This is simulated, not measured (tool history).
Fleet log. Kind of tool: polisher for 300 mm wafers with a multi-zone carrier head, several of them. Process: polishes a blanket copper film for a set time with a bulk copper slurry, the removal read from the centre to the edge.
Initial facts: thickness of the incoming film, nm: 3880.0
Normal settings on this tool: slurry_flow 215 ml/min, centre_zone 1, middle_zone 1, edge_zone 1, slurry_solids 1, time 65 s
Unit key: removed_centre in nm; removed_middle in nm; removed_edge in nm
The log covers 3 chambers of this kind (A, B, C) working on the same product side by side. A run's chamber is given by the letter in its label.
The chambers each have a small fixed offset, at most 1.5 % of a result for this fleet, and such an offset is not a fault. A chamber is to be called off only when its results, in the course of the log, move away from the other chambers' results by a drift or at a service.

| run | day | slurry_flow | centre_zone | middle_zone | edge_zone | slurry_solids | time | wafers polished on this pad | hours since the slurry nozzle was cleaned | hours since the centre zone pressure was calibrated | hours since the edge zone pressure was calibrated | removed_centre | removed_middle | removed_edge |
|---|---|---|---|---|---|---|---|---|---|---|---|---|---|---|
| 1C | 0.312 | 215 | 1 | 1 | 1 | 1 | 65 | 447 | 193.9 | 372.9 | 1182.1 | 406.15 | 406.83 | 406.7 |
| 2B | 0.479 | 215 | 1 | 1 | 1 | 1 | 65 | 280 | 589.9 | 351.2 | 218.7 | 407.32 | 399.57 | 414.11 |
| 3A | 0.667 | 215 | 1 | 1 | 1 | 1 | 65 | 354 | 163.7 | 890.1 | 539.1 | 402.71 | 396.92 | 407.94 |
| 4C | 0.912 | 215 | 1 | 1 | 1 | 1 | 65 | 600 | 208.3 | 387.3 | 1196.5 | 404.67 | 408.84 | 409.12 |
| 5B | 1.242 | 215 | 1 | 1 | 1 | 1 | 65 | 474 | 608.2 | 369.5 | 237 | 408.98 | 403.63 | 411.74 |
| 6A | 1.529 | 215 | 1 | 1 | 1 | 1 | 65 | 574 | 184.4 | 910.8 | 559.8 | 398.43 | 401.21 | 412.28 |
| 7C | 1.771 | 215 | 1 | 1 | 1 | 1 | 65 | 818 | 228.9 | 407.9 | 1217.1 | 407.85 | 411.64 | 409.68 |
| 8B | 1.967 | 215 | 1 | 1 | 1 | 1 | 65 | 658 | 625.6 | 386.9 | 254.4 | 405.41 | 405.3 | 413.87 |
|  | 2.179 | chamber C: edge zone pressure recalibrated |
| 9A | 2.279 | 215 | 1 | 1 | 1 | 1 | 65 | 764 | 202.4 | 928.8 | 577.8 | 397.47 | 411.76 | 401.13 |
|  | 2.442 | chamber C: worn pad replaced by a new one |
| 10C | 2.538 | 215 | 1 | 1 | 1 | 1 | 65 | 25 | 247.3 | 426.3 | 8.6 | 409.01 | 399.45 | 407.81 |
| 11B | 2.883 | 215 | 1 | 1 | 1 | 1 | 65 | 891 | 647.6 | 408.9 | 276.4 | 412.49 | 401.16 | 405.3 |
| 12A | 3.204 | 215 | 1 | 1 | 1 | 1 | 65 | 999 | 224.6 | 951 | 600 | 401.03 | 397.29 | 407 |
|  | 3.429 | chamber A: worn pad replaced by a new one |
| 13C | 3.517 | 215 | 1 | 1 | 1 | 1 | 65 | 274 | 270.8 | 449.8 | 32.1 | 413.9 | 411.04 | 399.36 |
| 14B | 3.783 | 215 | 1 | 1 | 1 | 0.7 | 65 | 1120 | 669.2 | 430.5 | 298 | 383.28 | 371.29 | 384.41 |
| 15A | 4.108 | 215 | 1 | 1 | 1 | 0.7 | 65 | 172 | 246.3 | 972.7 | 621.7 | 373.56 | 367.06 | 374.42 |
| 16C | 4.35 | 215 | 1 | 1 | 1 | 0.7 | 65 | 485 | 290.8 | 469.8 | 52.1 | 381.48 | 377.32 | 377.63 |
| 17B | 4.708 | 215 | 1 | 1 | 1 | 1 | 65 | 1355 | 691.4 | 452.7 | 320.2 | 411.51 | 407.55 | 412.97 |
|  | 4.829 | chamber B: worn pad replaced by a new one |
| 18A | 5 | 215 | 1 | 1 | 1 | 1 | 65 | 399 | 267.7 | 994.1 | 643.1 | 401.48 | 398.85 | 408.38 |
| 19B | 5.183 | 215 | 1 | 1 | 1 | 1 | 65 | 90 | 702.8 | 464.1 | 331.6 | 411.44 | 405.75 | 410.15 |
| 20A | 5.433 | 215 | 1 | 1.11 | 1 | 1 | 65 | 509 | 278.1 | 1004.5 | 653.5 | 405.71 | 436.63 | 400.05 |
| 21C | 5.712 | 215 | 1 | 1.11 | 1 | 1 | 65 | 832 | 323.5 | 502.5 | 84.8 | 406.46 | 445.24 | 411.69 |
|  | 5.825 | chamber C: worn pad replaced by a new one |
| 22A | 5.996 | 215 | 1 | 1.11 | 1 | 1 | 65 | 652 | 291.6 | 1018 | 667 | 398.69 | 448.55 | 407.24 |
|  | 6.188 | chamber B: centre zone pressure recalibrated |
| 23B | 6.354 | 215 | 1 | 1 | 1.1 | 1 | 65 | 387 | 730.9 | 4.1 | 359.7 | 403.5 | 404.98 | 434.52 |
| 24C | 6.588 | 215 | 1 | 1 | 1.1 | 1 | 65 | 194 | 344.5 | 523.5 | 105.8 | 407.16 | 395.8 | 423.68 |
|  | 6.771 | chamber C: centre zone pressure recalibrated |
| 25C | 6.833 | 215 | 1 | 1 | 1.1 | 1 | 65 | 256 | 350.4 | 1.6 | 111.7 | 400.33 | 393.54 | 431.48 |
|  | 7.042 | chamber A: worn pad replaced by a new one |
| 26A | 7.167 | 215 | 1 | 1 | 1 | 1 | 65 | 32 | 319.7 | 1046.1 | 695.1 | 394.19 | 399.86 | 403.91 |
| 27B | 7.488 | 215 | 1 | 1 | 1 | 1 | 65 | 675 | 758.1 | 31.3 | 386.9 | 410.5 | 406.66 | 406.04 |
| 28C | 7.667 | 215 | 1 | 1 | 1 | 1 | 65 | 468 | 370.4 | 21.6 | 131.7 | 404.55 | 399.68 | 406.89 |
|  | 7.758 | chamber B: edge zone pressure recalibrated |
| 29A | 7.938 | 215 | 1 | 1 | 1 | 1 | 65 | 228 | 338.2 | 1064.6 | 713.6 | 397.53 | 407.53 | 399.89 |
| 30B | 8.142 | 215 | 1 | 1 | 1 | 1 | 65 | 842 | 773.8 | 47 | 9.3 | 408.38 | 402.72 | 406.02 |

What goes on in this fleet: one chamber off, a drifting gauge, or nothing beyond the chambers' own small offsets? Name the chamber and the cause, if any.

Nothing is wrong: each chamber keeps only its own small, steady offset and the gauge holds still.
